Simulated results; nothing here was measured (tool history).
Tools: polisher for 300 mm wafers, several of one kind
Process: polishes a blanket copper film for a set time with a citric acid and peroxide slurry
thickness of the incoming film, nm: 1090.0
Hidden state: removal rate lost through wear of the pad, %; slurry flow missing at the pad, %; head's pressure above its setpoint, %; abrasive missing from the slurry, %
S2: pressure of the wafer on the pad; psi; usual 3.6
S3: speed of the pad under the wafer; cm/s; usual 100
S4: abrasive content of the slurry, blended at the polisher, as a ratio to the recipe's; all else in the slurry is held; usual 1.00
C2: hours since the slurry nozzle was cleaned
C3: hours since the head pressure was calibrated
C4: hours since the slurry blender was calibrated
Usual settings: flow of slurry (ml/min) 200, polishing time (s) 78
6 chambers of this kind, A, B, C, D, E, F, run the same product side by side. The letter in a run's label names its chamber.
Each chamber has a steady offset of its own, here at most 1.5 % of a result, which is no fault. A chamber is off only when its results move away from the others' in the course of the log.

{"run": "1A", "day": 0.171, "flow of slurry (ml/min)": 200, "S2": 3.6, "S3": 100, "S4": 1.0, "polishing time (s)": 78, "wafers polished on this pad": 712, "C2": 238.2, "C3": 507.0, "C4": 234.6, "film removed (Å)": 2315.3}
{"day": 0.371, "done": "chamber F: slurry blender recalibrated"}
{"run": "2F", "day": 0.429, "flow of slurry (ml/min)": 200, "S2": 3.6, "S3": 100, "S4": 1.0, "polishing time (s)": 78, "wafers polished on this pad": 205, "C2": 168.8, "C3": 224.1, "C4": 1.4, "film removed (Å)": 2362.4}
{"run": "3E", "day": 0.596, "flow of slurry (ml/min)": 200, "S2": 3.6, "S3": 100, "S4": 1.0, "polishing time (s)": 78, "wafers polished on this pad": 1236, "C2": 204.3, "C3": 424.8, "C4": 33.6, "film removed (Å)": 2290.1}
{"day": 0.746, "done": "chamber C: slurry nozzle cleaned"}
{"run": "4B", "day": 0.838, "flow of slurry (ml/min)": 200, "S2": 3.6, "S3": 100, "S4": 1.0, "polishing time (s)": 78, "wafers polished on this pad": 857, "C2": 776.2, "C3": 1155.8, "C4": 248.8, "film removed (Å)": 2276.8}
{"day": 0.921, "done": "chamber E: worn pad replaced by a new one"}
{"run": "5D", "day": 1.029, "flow of slurry (ml/min)": 200, "S2": 3.6, "S3": 100, "S4": 1.0, "polishing time (s)": 78, "wafers polished on this pad": 604, "C2": 64.7, "C3": 215.4, "C4": 135.8, "film removed (Å)": 2317.5}
{"run": "6C", "day": 1.175, "flow of slurry (ml/min)": 200, "S2": 3.6, "S3": 100, "S4": 1.0, "polishing time (s)": 78, "wafers polished on this pad": 601, "C2": 10.3, "C3": 681.8, "C4": 223.1, "film removed (Å)": 2313.5}
{"day": 1.217, "done": "chamber D: worn pad replaced by a new one"}
{"run": "7F", "day": 1.342, "flow of slurry (ml/min)": 200, "S2": 3.6, "S3": 100, "S4": 1.0, "polishing time (s)": 78, "wafers polished on this pad": 402, "C2": 190.7, "C3": 246.0, "C4": 23.3, "film removed (Å)": 2377.7}
{"day": 1.429, "done": "chamber B: worn pad replaced by a new one"}
{"run": "8B", "day": 1.538, "flow of slurry (ml/min)": 200, "S2": 3.6, "S3": 100, "S4": 1.0, "polishing time (s)": 78, "wafers polished on this pad": 23, "C2": 793.0, "C3": 1172.6, "C4": 265.6, "film removed (Å)": 2401.1}
{"day": 1.604, "done": "chamber E: slurry nozzle cleaned"}
{"run": "9D", "day": 1.667, "flow of slurry (ml/min)": 200, "S2": 2.5, "S3": 100, "S4": 1.0, "polishing time (s)": 78, "wafers polished on this pad": 98, "C2": 80.0, "C3": 230.7, "C4": 151.1, "film removed (Å)": 1654.2}
{"day": 1.804, "done": "chamber A: worn pad replaced by a new one"}
{"run": "10C", "day": 1.846, "flow of slurry (ml/min)": 200, "S2": 2.5, "S3": 100, "S4": 1.0, "polishing time (s)": 78, "wafers polished on this pad": 746, "C2": 26.4, "C3": 697.9, "C4": 239.2, "film removed (Å)": 1639.7}
{"run": "11A", "day": 2.083, "flow of slurry (ml/min)": 200, "S2": 2.5, "S3": 100, "S4": 1.0, "polishing time (s)": 78, "wafers polished on this pad": 61, "C2": 284.1, "C3": 552.9, "C4": 280.5, "film removed (Å)": 1643.4}
{"run": "12E", "day": 2.317, "flow of slurry (ml/min)": 200, "S2": 2.5, "S3": 100, "S4": 1.0, "polishing time (s)": 78, "wafers polished on this pad": 302, "C2": 17.1, "C3": 466.1, "C4": 74.9, "film removed (Å)": 1623.9}
{"run": "13E", "day": 2.446, "flow of slurry (ml/min)": 200, "S2": 2.5, "S3": 100, "S4": 1.0, "polishing time (s)": 78, "wafers polished on this pad": 330, "C2": 20.2, "C3": 469.2, "C4": 78.0, "film removed (Å)": 1614.0}
{"run": "14B", "day": 2.579, "flow of slurry (ml/min)": 200, "S2": 2.5, "S3": 100, "S4": 1.0, "polishing time (s)": 78, "wafers polished on this pad": 249, "C2": 818.0, "C3": 1197.6, "C4": 290.6, "film removed (Å)": 1650.4}
{"day": 2.621, "done": "chamber C: worn pad replaced by a new one"}
{"run": "15C", "day": 2.762, "flow of slurry (ml/min)": 200, "S2": 3.6, "S3": 100, "S4": 1.0, "polishing time (s)": 78, "wafers polished on this pad": 30, "C2": 48.4, "C3": 719.9, "C4": 261.2, "film removed (Å)": 2318.8}
{"run": "16A", "day": 2.967, "flow of slurry (ml/min)": 240, "S2": 3.6, "S3": 100, "S4": 1.0, "polishing time (s)": 87, "wafers polished on this pad": 252, "C2": 305.3, "C3": 574.1, "C4": 301.7, "film removed (Å)": 2689.2}
{"run": "17F", "day": 3.158, "flow of slurry (ml/min)": 240, "S2": 3.6, "S3": 100, "S4": 1.0, "polishing time (s)": 87, "wafers polished on this pad": 795, "C2": 234.3, "C3": 289.6, "C4": 66.9, "film removed (Å)": 2719.7}
{"run": "18D", "day": 3.367, "flow of slurry (ml/min)": 240, "S2": 3.6, "S3": 100, "S4": 1.0, "polishing time (s)": 87, "wafers polished on this pad": 465, "C2": 120.8, "C3": 271.5, "C4": 191.9, "film removed (Å)": 2624.0}
{"day": 3.488, "done": "chamber C: slurry blender recalibrated"}
{"run": "19C", "day": 3.512, "flow of slurry (ml/min)": 240, "S2": 3.6, "S3": 100, "S4": 1.0, "polishing time (s)": 87, "wafers polished on this pad": 193, "C2": 66.4, "C3": 737.9, "C4": 0.7, "film removed (Å)": 2617.2}
{"day": 3.658, "done": "chamber D: worn pad replaced by a new one"}
{"run": "20E", "day": 3.738, "flow of slurry (ml/min)": 240, "S2": 3.6, "S3": 100, "S4": 1.0, "polishing time (s)": 87, "wafers polished on this pad": 609, "C2": 51.2, "C3": 500.2, "C4": 109.0, "film removed (Å)": 2670.0}
{"run": "21A", "day": 3.962, "flow of slurry (ml/min)": 240, "S2": 3.6, "S3": 100, "S4": 1.0, "polishing time (s)": 87, "wafers polished on this pad": 467, "C2": 329.2, "C3": 598.0, "C4": 325.6, "film removed (Å)": 2635.8}
{"day": 4.062, "done": "chamber B: slurry nozzle cleaned"}
{"day": 4.171, "done": "chamber E: head pressure recalibrated"}
{"run": "22F", "day": 4.204, "flow of slurry (ml/min)": 200, "S2": 3.6, "S3": 100, "S4": 1.0, "polishing time (s)": 78, "wafers polished on this pad": 1021, "C2": 259.4, "C3": 314.7, "C4": 92.0, "film removed (Å)": 2340.5}
{"run": "23B", "day": 4.367, "flow of slurry (ml/min)": 200, "S2": 3.6, "S3": 80, "S4": 1.0, "polishing time (s)": 63, "wafers polished on this pad": 635, "C2": 7.4, "C3": 1240.5, "C4": 333.5, "film removed (Å)": 1526.9}
{"run": "24D", "day": 4.592, "flow of slurry (ml/min)": 200, "S2": 3.6, "S3": 80, "S4": 1.0, "polishing time (s)": 63, "wafers polished on this pad": 202, "C2": 150.2, "C3": 300.9, "C4": 221.3, "film removed (Å)": 1536.0}
{"run": "25D", "day": 4.721, "flow of slurry (ml/min)": 200, "S2": 3.6, "S3": 80, "S4": 1.0, "polishing time (s)": 63, "wafers polished on this pad": 230, "C2": 153.3, "C3": 304.0, "C4": 224.4, "film removed (Å)": 1528.0}
{"run": "26E", "day": 4.917, "flow of slurry (ml/min)": 200, "S2": 3.6, "S3": 80, "S4": 1.0, "polishing time (s)": 63, "wafers polished on this pad": 864, "C2": 79.5, "C3": 18.0, "C4": 137.3, "film removed (Å)": 1485.5}
{"run": "27A", "day": 5.171, "flow of slurry (ml/min)": 200, "S2": 3.6, "S3": 80, "S4": 1.0, "polishing time (s)": 63, "wafers polished on this pad": 729, "C2": 358.2, "C3": 627.0, "C4": 354.6, "film removed (Å)": 1547.1}
{"day": 5.208, "done": "chamber B: worn pad replaced by a new one"}
{"day": 5.25, "done": "chamber E: slurry blender recalibrated"}
{"run": "28B", "day": 5.296, "flow of slurry (ml/min)": 200, "S2": 3.6, "S3": 80, "S4": 1.0, "polishing time (s)": 63, "wafers polished on this pad": 19, "C2": 29.7, "C3": 1262.8, "C4": 355.8, "film removed (Å)": 1525.1}
{"run": "29F", "day": 5.488, "flow of slurry (ml/min)": 200, "S2": 3.6, "S3": 100, "S4": 1.0, "polishing time (s)": 78, "wafers polished on this pad": 1299, "C2": 290.2, "C3": 345.5, "C4": 122.8, "film removed (Å)": 2341.1}
{"run": "30C", "day": 5.712, "flow of slurry (ml/min)": 200, "S2": 3.6, "S3": 100, "S4": 1.25, "polishing time (s)": 78, "wafers polished on this pad": 669, "C2": 119.2, "C3": 790.7, "C4": 53.5, "film removed (Å)": 2466.8}
{"day": 5.788, "done": "chamber F: worn pad replaced by a new one"}
{"run": "31E", "day": 5.908, "flow of slurry (ml/min)": 200, "S2": 3.6, "S3": 100, "S4": 1.25, "polishing time (s)": 78, "wafers polished on this pad": 1079, "C2": 103.3, "C3": 41.8, "C4": 15.8, "film removed (Å)": 2394.2}
{"day": 5.979, "done": "chamber D: worn pad replaced by a new one"}
{"run": "32A", "day": 6.121, "flow of slurry (ml/min)": 200, "S2": 3.6, "S3": 100, "S4": 1.25, "polishing time (s)": 78, "wafers polished on this pad": 934, "C2": 381.0, "C3": 649.8, "C4": 377.4, "film removed (Å)": 2420.6}
{"run": "33B", "day": 6.312, "flow of slurry (ml/min)": 200, "S2": 3.6, "S3": 100, "S4": 1.25, "polishing time (s)": 78, "wafers polished on this pad": 239, "C2": 54.1, "C3": 1287.2, "C4": 380.2, "film removed (Å)": 2466.6}
{"day": 6.321, "done": "chamber E: worn pad replaced by a new one"}
{"run": "34C", "day": 6.504, "flow of slurry (ml/min)": 200, "S2": 3.6, "S3": 100, "S4": 1.25, "polishing time (s)": 78, "wafers polished on this pad": 840, "C2": 138.2, "C3": 809.7, "C4": 72.5, "film removed (Å)": 2414.5}
{"day": 6.517, "done": "chamber B: slurry blender recalibrated"}
{"day": 6.679, "done": "chamber A: worn pad replaced by a new one"}
{"run": "35F", "day": 6.717, "flow of slurry (ml/min)": 200, "S2": 3.6, "S3": 100, "S4": 1.25, "polishing time (s)": 78, "wafers polished on this pad": 201, "C2": 319.7, "C3": 375.0, "C4": 152.3, "film removed (Å)": 2458.4}
{"run": "36D", "day": 6.942, "flow of slurry (ml/min)": 200, "S2": 3.6, "S3": 100, "S4": 1.0, "polishing time (s)": 78, "wafers polished on this pad": 208, "C2": 206.6, "C3": 357.3, "C4": 277.7, "film removed (Å)": 2356.5}
{"run": "37D", "day": 7.158, "flow of slurry (ml/min)": 200, "S2": 3.6, "S3": 100, "S4": 1.0, "polishing time (s)": 78, "wafers polished on this pad": 255, "C2": 211.8, "C3": 362.5, "C4": 282.9, "film removed (Å)": 2307.0}
{"day": 7.208, "done": "chamber C: worn pad replaced by a new one"}
{"day": 7.233, "done": "chamber F: slurry blender recalibrated"}
{"run": "38A", "day": 7.371, "flow of slurry (ml/min)": 200, "S2": 2.4, "S3": 100, "S4": 1.25, "polishing time (s)": 78, "wafers polished on this pad": 150, "C2": 411.0, "C3": 679.8, "C4": 407.4, "film removed (Å)": 1673.9}
{"run": "39E", "day": 7.5, "flow of slurry (ml/min)": 200, "S2": 2.4, "S3": 100, "S4": 1.25, "polishing time (s)": 78, "wafers polished on this pad": 255, "C2": 141.5, "C3": 80.0, "C4": 54.0, "film removed (Å)": 1656.7}
{"run": "40C", "day": 7.617, "flow of slurry (ml/min)": 200, "S2": 2.4, "S3": 100, "S4": 1.25, "polishing time (s)": 78, "wafers polished on this pad": 88, "C2": 164.9, "C3": 836.4, "C4": 99.2, "film removed (Å)": 1683.2}
{"run": "41F", "day": 7.754, "flow of slurry (ml/min)": 200, "S2": 2.4, "S3": 100, "S4": 1.25, "polishing time (s)": 78, "wafers polished on this pad": 425, "C2": 344.6, "C3": 399.9, "C4": 12.6, "film removed (Å)": 1651.2}
{"run": "42B", "day": 7.879, "flow of slurry (ml/min)": 200, "S2": 2.4, "S3": 100, "S4": 1.25, "polishing time (s)": 78, "wafers polished on this pad": 578, "C2": 91.7, "C3": 1324.8, "C4": 32.7, "film removed (Å)": 1702.8}
{"run": "43C", "day": 7.996, "flow of slurry (ml/min)": 200, "S2": 2.4, "S3": 100, "S4": 1.25, "polishing time (s)": 78, "wafers polished on this pad": 170, "C2": 174.0, "C3": 845.5, "C4": 108.3, "film removed (Å)": 1664.7}
{"run": "44B", "day": 8.254, "flow of slurry (ml/min)": 200, "S2": 3.6, "S3": 100, "S4": 1.0, "polishing time (s)": 78, "wafers polished on this pad": 659, "C2": 100.7, "C3": 1333.8, "C4": 41.7, "film removed (Å)": 2341.2}

Is one chamber off against the others, does the gauge drift, or is nothing wrong? If a chamber is off, say which, and what the likeliest cause is.

No chamber stands off beyond its own small offset, and the gauge holds steady.
